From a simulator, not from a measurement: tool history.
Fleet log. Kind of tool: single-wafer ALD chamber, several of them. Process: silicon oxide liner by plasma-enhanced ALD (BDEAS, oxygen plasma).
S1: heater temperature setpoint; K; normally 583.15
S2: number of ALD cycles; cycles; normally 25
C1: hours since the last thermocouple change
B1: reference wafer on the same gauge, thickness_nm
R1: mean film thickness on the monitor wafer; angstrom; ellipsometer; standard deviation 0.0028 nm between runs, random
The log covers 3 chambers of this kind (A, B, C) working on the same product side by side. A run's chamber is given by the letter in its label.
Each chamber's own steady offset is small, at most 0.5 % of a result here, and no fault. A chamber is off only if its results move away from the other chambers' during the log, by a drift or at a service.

run 1C hour=13.2 | S1=583.15 S2=25 | C1=283.6 | B1=2.7203 | R1=22.884
run 2B hour=26.8 | S1=583.15 S2=25 | C1=1100.4 | B1=2.7203 | R1=23.035
run 3A hour=37.1 | S1=583.15 S2=25 | C1=1091.4 | B1=2.7216 | R1=22.899
run 4B hour=49.3 | S1=583.15 S2=25 | C1=1122.9 | B1=2.7217 | R1=23.021
run 5A hour=59.7 | S1=583.15 S2=25 | C1=1114 | B1=2.7217 | R1=22.919
run 6C hour=71.6 | S1=583.15 S2=25 | C1=342 | B1=2.7222 | R1=22.87
run 7B hour=82.9 | S1=592.15 S2=22 | C1=1156.5 | B1=2.7235 | R1=20.023
run 8A hour=91.4 | S1=592.15 S2=22 | C1=1145.7 | B1=2.7233 | R1=19.896
run 9C hour=99.2 | S1=592.15 S2=22 | C1=369.6 | B1=2.7222 | R1=19.848
run 10A hour=109.9 | S1=583.15 S2=20 | C1=1164.2 | B1=2.7239 | R1=18.36
run 11C hour=119.9 | S1=583.15 S2=20 | C1=390.3 | B1=2.7231 | R1=18.316
run 12B hour=129.6 | S1=583.15 S2=20 | C1=1203.2 | B1=2.7241 | R1=18.458
run 13C hour=138.9 | S1=583.15 S2=25 | C1=409.3 | B1=2.7248 | R1=22.93
run 14B hour=149.1 | S1=596.15 S2=23 | C1=1222.7 | B1=2.7242 | R1=20.834
run 15A hour=158.5 | S1=596.15 S2=23 | C1=1212.8 | B1=2.7253 | R1=20.785
run 16A hour=172 | S1=596.15 S2=23 | C1=1226.3 | B1=2.7252 | R1=20.734
run 17B hour=182.7 | S1=583.15 S2=25 | C1=1256.3 | B1=2.7254 | R1=23.062
run 18C hour=195.8 | S1=583.15 S2=25 | C1=466.2 | B1=2.7271 | R1=22.935
run 19B hour=208.4 | S1=583.15 S2=25 | C1=1282 | B1=2.7261 | R1=23.043
run 20A hour=215.9 | S1=573.15 S2=23 | C1=1270.2 | B1=2.7268 | R1=21.412
run 21C hour=228.4 | S1=573.15 S2=23 | C1=498.8 | B1=2.7273 | R1=21.376
run 22A hour=237.7 | S1=573.15 S2=23 | C1=1292 | B1=2.7274 | R1=21.423
run 23B hour=247.1 | S1=583.15 S2=25 | C1=1320.7 | B1=2.7275 | R1=23.1
run 24C hour=254.8 | S1=583.15 S2=25 | C1=525.2 | B1=2.7287 | R1=22.945
run 25C hour=264.7 | S1=583.15 S2=25 | C1=535.1 | B1=2.7287 | R1=22.892
run 26A hour=273.2 | S1=575.15 S2=29 | C1=1327.5 | B1=2.7285 | R1=26.927
run 27B hour=285.6 | S1=575.15 S2=29 | C1=1359.2 | B1=2.7291 | R1=27.081
run 28C hour=292.7 | S1=575.15 S2=29 | C1=563.1 | B1=2.7302 | R1=26.906
run 29A hour=299.3 | S1=583.15 S2=25 | C1=1353.6 | B1=2.7299 | R1=22.915
run 30B hour=309.2 | S1=583.15 S2=25 | C1=1382.8 | B1=2.7305 | R1=23.13
run 31C hour=322 | S1=583.15 S2=25 | C1=592.4 | B1=2.7295 | R1=22.952
run 32A hour=330.2 | S1=583.15 S2=25 | C1=1384.5 | B1=2.7315 | R1=23.021
run 33B hour=339.6 | S1=569.15 S2=22 | C1=1413.2 | B1=2.7312 | R1=20.869
run 34B hour=351 | S1=569.15 S2=22 | C1=1424.6 | B1=2.7317 | R1=20.916
run 35C hour=362.4 | S1=569.15 S2=22 | C1=632.8 | B1=2.7312 | R1=20.793
run 36A hour=374.4 | S1=583.15 S2=25 | C1=1428.7 | B1=2.7322 | R1=23.035
run 37C hour=384.8 | S1=583.15 S2=25 | C1=655.2 | B1=2.7325 | R1=22.996
run 38B hour=393.7 | S1=583.15 S2=25 | C1=1467.3 | B1=2.7316 | R1=23.129
run 39A hour=402.5 | S1=583.15 S2=25 | C1=1456.8 | B1=2.7328 | R1=23.055
run 40C hour=412.9 | S1=589.15 S2=22 | C1=683.3 | B1=2.7333 | R1=20.096
run 41B hour=426.5 | S1=589.15 S2=22 | C1=1500.1 | B1=2.7344 | R1=20.162

Next, all 3 chambers run the settings below, one line each with question marks for the results. What does each chamber give?
run 42A hour=436.2 | S1=583.15 S2=25 | R1=?
run 42B hour=436.2 | S1=583.15 S2=25 | R1=?
run 42C hour=436.2 | S1=583.15 S2=25 | R1=?

run=42A R1=23.032
run=42B R1=23.111
run=42C R1=23.023
